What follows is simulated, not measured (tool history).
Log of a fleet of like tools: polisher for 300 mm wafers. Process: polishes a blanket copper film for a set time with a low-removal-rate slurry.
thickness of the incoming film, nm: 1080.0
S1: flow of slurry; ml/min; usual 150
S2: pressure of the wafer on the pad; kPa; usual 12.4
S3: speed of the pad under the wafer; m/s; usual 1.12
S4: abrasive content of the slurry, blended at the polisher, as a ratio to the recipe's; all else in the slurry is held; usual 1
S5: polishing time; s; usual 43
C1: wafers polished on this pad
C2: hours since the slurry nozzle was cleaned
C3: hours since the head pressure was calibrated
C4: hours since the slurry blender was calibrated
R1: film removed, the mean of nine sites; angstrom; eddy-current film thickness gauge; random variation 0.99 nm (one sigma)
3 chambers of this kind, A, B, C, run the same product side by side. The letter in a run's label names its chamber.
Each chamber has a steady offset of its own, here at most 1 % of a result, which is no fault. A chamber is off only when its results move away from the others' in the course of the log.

At hour 7.2: chamber B: head pressure recalibrated.
Run 1B, hour 7.5: usual settings; C1 123; C2 174; C3 0.3; C4 118.2. Result: R1 1060.3 angstrom.
Run 2C, hour 15.9: usual settings; C1 288; C2 246.7; C3 103.6; C4 364.3. Result: R1 1050.8 angstrom.
At hour 16.9: chamber A: worn pad replaced by a new one.
At hour 24.3: chamber A: slurry blender recalibrated.
Run 3A, hour 24.9: usual settings; C1 121; C2 248.9; C3 862.1; C4 0.6. Result: R1 1035.9 angstrom.
Run 4C, hour 31.9: usual settings; C1 531; C2 262.7; C3 119.6; C4 380.3. Result: R1 1043.2 angstrom.
Run 5A, hour 39.2: usual settings; C1 338; C2 263.2; C3 876.4; C4 14.9. Result: R1 1046.4 angstrom.
At hour 43.3: chamber C: slurry blender recalibrated.
Run 6B, hour 44.8: usual settings but S4 1.15; C1 688; C2 211.3; C3 37.6; C4 155.5. Result: R1 1084.6 angstrom.
At hour 46.7: chamber C: worn pad replaced by a new one.
At hour 52: chamber B: worn pad replaced by a new one.
Run 7A, hour 53.3: usual settings but S4 1.15; C1 551; C2 277.3; C3 890.5; C4 29. Result: R1 1080.2 angstrom.
Run 8B, hour 58.4: usual settings but S4 1.15; C1 98; C2 224.9; C3 51.2; C4 169.1. Result: R1 1065.2 angstrom.
Run 9C, hour 64.7: usual settings; C1 274; C2 295.5; C3 152.4; C4 21.4. Result: R1 1040.4 angstrom.
Run 10A, hour 75.6: usual settings; C1 889; C2 299.6; C3 912.8; C4 51.3. Result: R1 1043.5 angstrom.
At hour 79.1: chamber A: slurry nozzle cleaned.
Run 11C, hour 86: usual settings; C1 596; C2 316.8; C3 173.7; C4 42.7. Result: R1 1028.6 angstrom.
At hour 86.4: chamber A: worn pad replaced by a new one.
Run 12B, hour 92.7: usual settings; C1 617; C2 259.2; C3 85.5; C4 203.4. Result: R1 1028.6 angstrom.
Run 13C, hour 104: usual settings; C1 869; C2 334.8; C3 191.7; C4 60.7. Result: R1 1007.4 angstrom.
At hour 110: chamber C: worn pad replaced by a new one.
At hour 112.1: chamber B: worn pad replaced by a new one.
Run 14A, hour 113.6: usual settings; C1 412; C2 34.6; C3 950.8; C4 89.3. Result: R1 1041.1 angstrom.
Run 15B, hour 124.3: usual settings but S1 190 ml/min, S2 9.7 kPa; C1 185; C2 290.8; C3 117.1; C4 235. Result: R1 837.61 angstrom.
Run 16A, hour 132.9: usual settings but S1 190 ml/min, S2 9.7 kPa; C1 704; C2 53.9; C3 970.1; C4 108.6. Result: R1 823.08 angstrom.
Run 17B, hour 144.6: usual settings but S1 190 ml/min, S2 9.7 kPa; C1 493; C2 311.1; C3 137.4; C4 255.3. Result: R1 835.95 angstrom.
Run 18C, hour 156.3: usual settings; C1 701; C2 387.1; C3 244; C4 113. Result: R1 990.88 angstrom.
At hour 158.9: chamber C: worn pad replaced by a new one.
At hour 159.8: chamber A: worn pad replaced by a new one.
Run 19A, hour 162.5: usual settings; C1 42; C2 83.5; C3 999.7; C4 138.2. Result: R1 1045 angstrom.
Run 20C, hour 167.6: usual settings; C1 133; C2 398.4; C3 255.3; C4 124.3. Result: R1 1010.1 angstrom.
At hour 170.2: chamber B: worn pad replaced by a new one.
Run 21B, hour 176.1: usual settings; C1 90; C2 342.6; C3 168.9; C4 286.8. Result: R1 1031.6 angstrom.
Run 22B, hour 185: usual settings but S4 0.8; C1 225; C2 351.5; C3 177.8; C4 295.7. Result: R1 993.23 angstrom.
At hour 185.9: chamber A: slurry blender recalibrated.
Run 23A, hour 193.5: usual settings but S4 0.8; C1 511; C2 114.5; C3 1030.7; C4 7.6. Result: R1 988.91 angstrom.
Run 24C, hour 204.9: usual settings but S4 0.8; C1 698; C2 435.7; C3 292.6; C4 161.6. Result: R1 961.27 angstrom.
Run 25B, hour 213.6: usual settings; C1 659; C2 380.1; C3 206.4; C4 324.3. Result: R1 1037.4 angstrom.
At hour 219.5: chamber C: worn pad replaced by a new one.
Run 26C, hour 222.5: usual settings but S1 195 ml/min, S4 0.9; C1 46; C2 453.3; C3 310.2; C4 179.2. Result: R1 1026.1 angstrom.

Next, every chamber runs the same settings. What will each give?
Run 27A, hour 231: usual settings but S3 0.8 m/s. Result: R1 ?.
Run 27B, hour 231: usual settings but S3 0.8 m/s. Result: R1 ?.
Run 27C, hour 231: usual settings but S3 0.8 m/s. Result: R1 ?.

run      R1
27A  746.19
27B  738.75
27C  693.83
